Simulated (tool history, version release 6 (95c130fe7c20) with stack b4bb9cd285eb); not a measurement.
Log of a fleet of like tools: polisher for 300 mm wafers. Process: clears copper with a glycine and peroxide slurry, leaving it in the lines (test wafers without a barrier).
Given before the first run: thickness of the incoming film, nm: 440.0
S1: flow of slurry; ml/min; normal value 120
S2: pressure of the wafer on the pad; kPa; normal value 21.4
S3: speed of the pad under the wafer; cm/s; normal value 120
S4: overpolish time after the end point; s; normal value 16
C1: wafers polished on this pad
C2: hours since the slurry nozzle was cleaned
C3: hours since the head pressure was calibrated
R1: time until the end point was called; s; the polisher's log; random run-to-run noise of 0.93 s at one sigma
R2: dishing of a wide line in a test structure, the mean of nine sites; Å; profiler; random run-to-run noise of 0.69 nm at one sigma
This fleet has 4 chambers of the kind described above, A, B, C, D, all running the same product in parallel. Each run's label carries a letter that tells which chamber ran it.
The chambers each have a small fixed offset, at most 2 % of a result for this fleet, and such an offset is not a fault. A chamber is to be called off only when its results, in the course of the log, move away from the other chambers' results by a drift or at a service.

run   hour   S1    S2   S3  S4    C1     C2      C3      R1      R2
 1A    4.4  120  21.4  120  16   232  234.5   102.1  53.659  415.50
 2C   12.1  120  21.4  120  16   214   77.6   539.9  52.911  417.70
 3D   21.0  120  21.4  120  16   598   71.5  1056.6  52.605  416.26
 4B   29.1  120  21.4  120  16   470  594.2  1019.3  51.908  395.08
 5D   33.9  120  25.5  120  16   737   84.4  1069.5  46.716  431.39
      39.4  -- chamber D: worn pad replaced by a new one
 6B   41.9  120  25.5  120  16   608  607.0  1032.1  45.148  424.40
 7A   46.2  120  25.5  120  16   683  276.3   143.9  44.290  429.19
 8C   50.6  120  25.5  120  16   629  116.1   578.4  46.178  429.88
 9A   55.5  120  21.4  120  16   783  285.6   153.2  53.230  414.30
      56.5  -- chamber B: worn pad replaced by a new one
10D   63.1  120  21.4  120  16   256  113.6  1098.7  52.150  415.44
      70.3  -- chamber A: worn pad replaced by a new one
11B   70.9  120  21.4  120  16   155  636.0  1061.1  51.033  416.19
12C   78.2  120  21.4  120  16   926  143.7   606.0  53.311  416.66
      81.4  -- chamber B: head pressure recalibrated
13A   83.1  120  24.1   86  16   138  313.2   180.8  64.595  402.77
14D   89.4  120  24.1   86  16   540  139.9  1125.0  61.751  399.88
15C   94.6  120  24.1   86  16  1103  160.1   622.4  64.952  403.25
      99.7  -- chamber B: slurry nozzle cleaned
16B  101.6  120  24.1   86  16   486    1.9    20.3  60.196  395.99
17B  109.5  120  21.4  120  16   571    9.8    28.2  52.442  412.67
     110.7  -- chamber D: worn pad replaced by a new one
18D  117.3  120  21.4  120  16    71  167.8  1152.9  51.783  415.64
19C  123.6  100  21.4   94  16  1415  189.1   651.4  67.153  386.47
     125.1  -- chamber B: worn pad replaced by a new one
20A  129.0  100  21.4   94  16   633  359.1   226.7  66.383  386.04
21A  136.2  100  21.4   94  16   711  366.3   233.9  68.305  389.84
22C  145.5  100  21.4   94  16  1651  211.0   673.3  67.412  390.58
     150.5  -- chamber C: worn pad replaced by a new one
23B  151.7  120  21.4  120  16   286   52.0    70.4  51.561  414.56
24D  157.6  120  21.4  120  16   505  208.1  1193.2  53.957  419.67
     165.9  -- chamber A: worn pad replaced by a new one
25A  166.9  120  21.4  120  16    11  397.0   264.6  53.089  405.62
26B  173.8  120  21.4  120  16   524   74.1    92.5  50.895  419.44
27C  179.6  120  26.2   90  16   314  245.1   707.4  56.813  400.61
     181.1  -- chamber B: worn pad replaced by a new one
     182.6  -- chamber D: worn pad replaced by a new one
28D  187.3  120  26.2   90  16    50  237.8  1222.9  55.354  413.85
29B  192.4  120  26.2   90  16   122   92.7   111.1  55.587  422.71
30A  200.4  120  26.2   90  16   372  430.5   298.1  59.611  415.94
31C  204.9  120  21.4  120  16   587  270.4   732.7  53.429  408.71
     205.3  -- chamber C: slurry nozzle cleaned
32D  213.5  120  21.4  120  16   333  264.0  1249.1  52.581  397.07
33B  218.8  120  21.4  156  16   407  119.1   137.5  40.937  413.70
34C  225.5  120  21.4  156  16   809   20.2   753.3  42.730  417.49
35D  231.3  120  21.4  156  16   525  281.8  1266.9  42.965  421.71
36A  237.7  120  21.4  156  16   774  467.8   335.4  41.810  411.19
     241.8  -- chamber A: worn pad replaced by a new one
37A  241.8  120  21.4  120  16     0  471.9   339.5  52.962  406.56
38D  247.7  120  21.4  120  16   701  298.2  1283.3  55.227  406.15
     248.9  -- chamber B: worn pad replaced by a new one
39B  256.7  120  21.4  120  16    85  157.0   175.4  52.758  405.40
     258.4  -- chamber D: slurry nozzle cleaned
40C  261.2  120  21.4  120  16  1193   55.9   789.0  51.483  406.38
     267.9  -- chamber D: worn pad replaced by a new one
     268.6  -- chamber C: worn pad replaced by a new one
41C  269.9  120  21.4  120  16    14   64.6   797.7  52.016  417.22
     273.1  -- chamber A: slurry nozzle cleaned
42D  275.6  120  21.4  120  16    83   17.3  1311.2  51.512  418.91
43A  283.1  120  21.4  120  16   445   10.0   380.8  53.691  402.46
44B  287.5  120  21.4  160  19   417  187.8   206.2  40.049  432.07

Predict what each chamber gives when all 4 of them run the settings below next.
45A  294.2  120  21.4  120  16               ?   ?
45B  294.2  120  21.4  120  16               ?   ?
45C  294.2  120  21.4  120  16               ?   ?
45D  294.2  120  21.4  120  16               ?   ?

run      R1      R2
45A  53.169  406.62
45B  52.181  421.81
45C  53.500  411.60
45D  54.184  402.34
